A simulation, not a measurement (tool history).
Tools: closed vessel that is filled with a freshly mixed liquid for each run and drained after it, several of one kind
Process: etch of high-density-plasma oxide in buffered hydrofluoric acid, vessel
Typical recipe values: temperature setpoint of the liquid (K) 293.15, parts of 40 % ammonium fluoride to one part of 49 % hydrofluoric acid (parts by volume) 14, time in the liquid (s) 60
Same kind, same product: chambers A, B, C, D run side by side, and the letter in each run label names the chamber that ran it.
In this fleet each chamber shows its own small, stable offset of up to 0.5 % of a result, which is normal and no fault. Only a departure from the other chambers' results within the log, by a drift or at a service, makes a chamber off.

| run | hour | temperature setpoint of the liquid (K) | parts of 40 % ammonium fluoride to one part of 49 % hydrofluoric acid (parts by volume) | time in the liquid (s) | hours since the thermometer was replaced | hours since the hydrofluoric acid flow meter was replaced | read-back film thickness of the high-density-plasma oxide reference wafer, read on the same gauge (nm) | thickness taken off the high-density-plasma oxide on a monitor wafer (angstrom) |
|---|---|---|---|---|---|---|---|---|
| 1C | 5.9 | 293.15 | 14 | 60 | 976.1 | 631.5 | 29.990 | 431.94 |
| 2D | 16.2 | 293.15 | 14 | 60 | 152.5 | 1377.4 | 30.030 | 435.93 |
| 3B | 25.7 | 293.15 | 14 | 60 | 990.1 | 1088.9 | 29.998 | 435.51 |
| 4A | 33.3 | 293.15 | 14 | 60 | 342.1 | 491.4 | 29.991 | 438.69 |
| 5A | 43.1 | 293.15 | 14 | 60 | 351.9 | 501.2 | 29.998 | 436.98 |
| 6D | 53.2 | 293.15 | 14 | 60 | 189.5 | 1414.4 | 29.991 | 431.60 |
| 7B | 59.8 | 293.15 | 14 | 60 | 1024.2 | 1123.0 | 30.013 | 429.08 |
| 8C | 65.2 | 293.15 | 14 | 60 | 1035.4 | 690.8 | 30.001 | 433.23 |
| 9B | 72.6 | 293.15 | 14 | 60 | 1037.0 | 1135.8 | 30.039 | 430.67 |
| 10D | 80.7 | 293.15 | 14 | 60 | 217.0 | 1441.9 | 29.998 | 435.24 |
| 11C | 89.9 | 293.15 | 14 | 60 | 1060.1 | 715.5 | 29.992 | 424.33 |
| 12A | 97.4 | 293.15 | 14 | 60 | 406.2 | 555.5 | 29.999 | 431.57 |
| 13D | 105.6 | 293.15 | 14 | 60 | 241.9 | 1466.8 | 30.020 | 433.61 |
| 14A | 113.2 | 293.15 | 14 | 60 | 422.0 | 571.3 | 29.995 | 434.75 |
| 15C | 121.1 | 293.15 | 14 | 60 | 1091.3 | 746.7 | 30.039 | 432.76 |
| 16B | 130.0 | 293.15 | 14 | 60 | 1094.4 | 1193.2 | 30.000 | 432.23 |
| 17D | 135.1 | 293.15 | 14 | 60 | 271.4 | 1496.3 | 30.007 | 426.58 |
| 18B | 140.8 | 293.15 | 14 | 60 | 1105.2 | 1204.0 | 29.965 | 429.73 |
| 19C | 150.6 | 293.15 | 17 | 60 | 1120.8 | 776.2 | 29.987 | 355.21 |
| 20A | 158.9 | 293.15 | 17 | 60 | 467.7 | 617.0 | 29.991 | 359.55 |
| 21A | 165.2 | 293.15 | 17 | 60 | 474.0 | 623.3 | 30.037 | 356.51 |
| 22B | 174.3 | 293.15 | 17 | 60 | 1138.7 | 1237.5 | 30.013 | 358.45 |
| 23C | 180.5 | 293.15 | 14 | 60 | 1150.7 | 806.1 | 30.019 | 432.20 |
| 24D | 186.6 | 293.15 | 14 | 60 | 322.9 | 1547.8 | 30.008 | 435.82 |

Is one chamber off against the others, does the gauge drift, or is nothing wrong? If a chamber is off, say which, and what the likeliest cause is.

Nothing is wrong: each chamber keeps only its own small, steady offset and the gauge holds still.

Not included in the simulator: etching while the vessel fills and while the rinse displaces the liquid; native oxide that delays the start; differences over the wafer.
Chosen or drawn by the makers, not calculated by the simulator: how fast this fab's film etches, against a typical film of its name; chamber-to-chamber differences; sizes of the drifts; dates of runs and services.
